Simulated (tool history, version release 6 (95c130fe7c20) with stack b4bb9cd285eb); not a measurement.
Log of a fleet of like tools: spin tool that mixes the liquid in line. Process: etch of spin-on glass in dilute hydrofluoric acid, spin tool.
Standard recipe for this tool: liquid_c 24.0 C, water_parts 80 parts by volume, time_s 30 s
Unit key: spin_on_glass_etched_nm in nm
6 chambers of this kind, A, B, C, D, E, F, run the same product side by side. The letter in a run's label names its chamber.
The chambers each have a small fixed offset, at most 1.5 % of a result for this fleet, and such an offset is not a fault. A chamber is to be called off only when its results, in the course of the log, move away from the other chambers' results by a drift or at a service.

| run | hour | liquid_c | water_parts | time_s | read-back film thickness of the spin-on glass reference wafer, read on the same gauge (nm) | spin_on_glass_etched_nm |
|---|---|---|---|---|---|---|
| 1F | 4.1 | 24.0 | 80 | 30 | 149.98 | 19.840 |
| 2A | 10.4 | 24.0 | 80 | 30 | 150.01 | 19.622 |
| 3C | 15.7 | 24.0 | 80 | 30 | 149.95 | 19.969 |
| 4D | 19.3 | 24.0 | 80 | 30 | 150.01 | 19.858 |
| 5B | 24.6 | 24.0 | 80 | 30 | 150.00 | 19.919 |
| 6E | 30.6 | 24.0 | 80 | 30 | 150.05 | 19.669 |
| 7D | 35.2 | 24.0 | 80 | 30 | 149.99 | 19.809 |
| 8F | 39.8 | 27.5 | 80 | 15 | 150.03 | 11.325 |
| 9A | 43.7 | 27.5 | 80 | 15 | 149.98 | 11.310 |
| 10B | 50.9 | 27.5 | 80 | 15 | 150.04 | 11.321 |
| 11C | 56.4 | 27.5 | 80 | 15 | 150.07 | 11.382 |
| 12E | 60.4 | 27.5 | 80 | 15 | 150.04 | 11.389 |
| 13E | 65.0 | 27.5 | 80 | 15 | 149.97 | 11.389 |
| 14C | 70.2 | 24.0 | 95 | 20 | 150.00 | 10.945 |
| 15D | 76.4 | 24.0 | 95 | 20 | 150.04 | 10.939 |
| 16A | 80.5 | 24.0 | 95 | 20 | 149.97 | 10.802 |
| 17B | 85.6 | 24.0 | 95 | 20 | 150.05 | 11.013 |
| 18F | 92.4 | 24.0 | 95 | 20 | 149.99 | 10.739 |
| 19D | 99.6 | 24.0 | 95 | 20 | 149.99 | 10.832 |
| 20B | 103.3 | 24.0 | 80 | 30 | 150.00 | 20.151 |
| 21F | 110.4 | 24.0 | 80 | 30 | 149.96 | 19.646 |
|  | 114.3 | chamber F: hydrofluoric acid flow meter replaced |
| 22E | 114.6 | 24.0 | 80 | 30 | 149.99 | 19.348 |
| 23C | 121.5 | 24.0 | 80 | 30 | 149.98 | 19.855 |
| 24A | 128.1 | 24.0 | 80 | 30 | 149.96 | 19.942 |
| 25C | 136.1 | 24.0 | 80 | 30 | 149.99 | 19.902 |
| 26B | 140.8 | 24.0 | 80 | 30 | 149.95 | 20.263 |
| 27F | 148.7 | 24.0 | 80 | 30 | 150.04 | 19.002 |
| 28D | 156.4 | 24.0 | 80 | 30 | 149.97 | 19.599 |
| 29A | 159.9 | 24.0 | 80 | 30 | 149.99 | 19.994 |
| 30E | 166.2 | 24.0 | 65 | 30 | 149.98 | 24.495 |
| 31C | 172.1 | 24.0 | 65 | 30 | 150.01 | 24.896 |
| 32D | 178.8 | 24.0 | 65 | 30 | 150.01 | 25.033 |
| 33B | 185.2 | 24.0 | 65 | 30 | 149.98 | 25.365 |
| 34E | 189.2 | 24.0 | 65 | 30 | 149.99 | 24.478 |
| 35F | 196.3 | 24.0 | 65 | 30 | 150.00 | 23.255 |
| 36A | 203.8 | 24.0 | 80 | 30 | 149.99 | 20.111 |

Decide between three cases: one chamber stands off from its peers, the gauge reading all wafers drifts, or nothing is wrong past each chamber's small offset. Where a chamber is off, say which and what most likely put it there.

Chamber F drifts away from the others.
Most likely cause: liquid colder than its thermometer reads (K) = 1.57.

Which of the 4 candidates below, each the usual settings with something changed and its results left as question marks, puts chamber F back in line with what the other chambers give on the usual settings?
Allowed miss from the other chambers' usual-settings mean, per result, to count as in line: spin_on_glass_etched_nm 0.620 nm
| 37F-1 | 209.5 | 26.0 | 80 | 30 |  | ? |
| 37F-2 | 209.5 | 23.5 | 80 | 30 |  | ? |
| 37F-3 | 209.5 | 24.5 | 80 | 30 |  | ? |
| 37F-4 | 209.5 | 24.0 | 85 | 30 |  | ? |

The mean the other chambers reach with the usual settings: spin_on_glass_etched_nm 19.823 nm
| run | spin_on_glass_etched_nm |
|---|---|
| 37F-1 | 20.110 |
| 37F-2 | 18.173 |
| 37F-3 | 18.929 |
| 37F-4 | 17.352 |
37F-1 brings the chamber back in line.
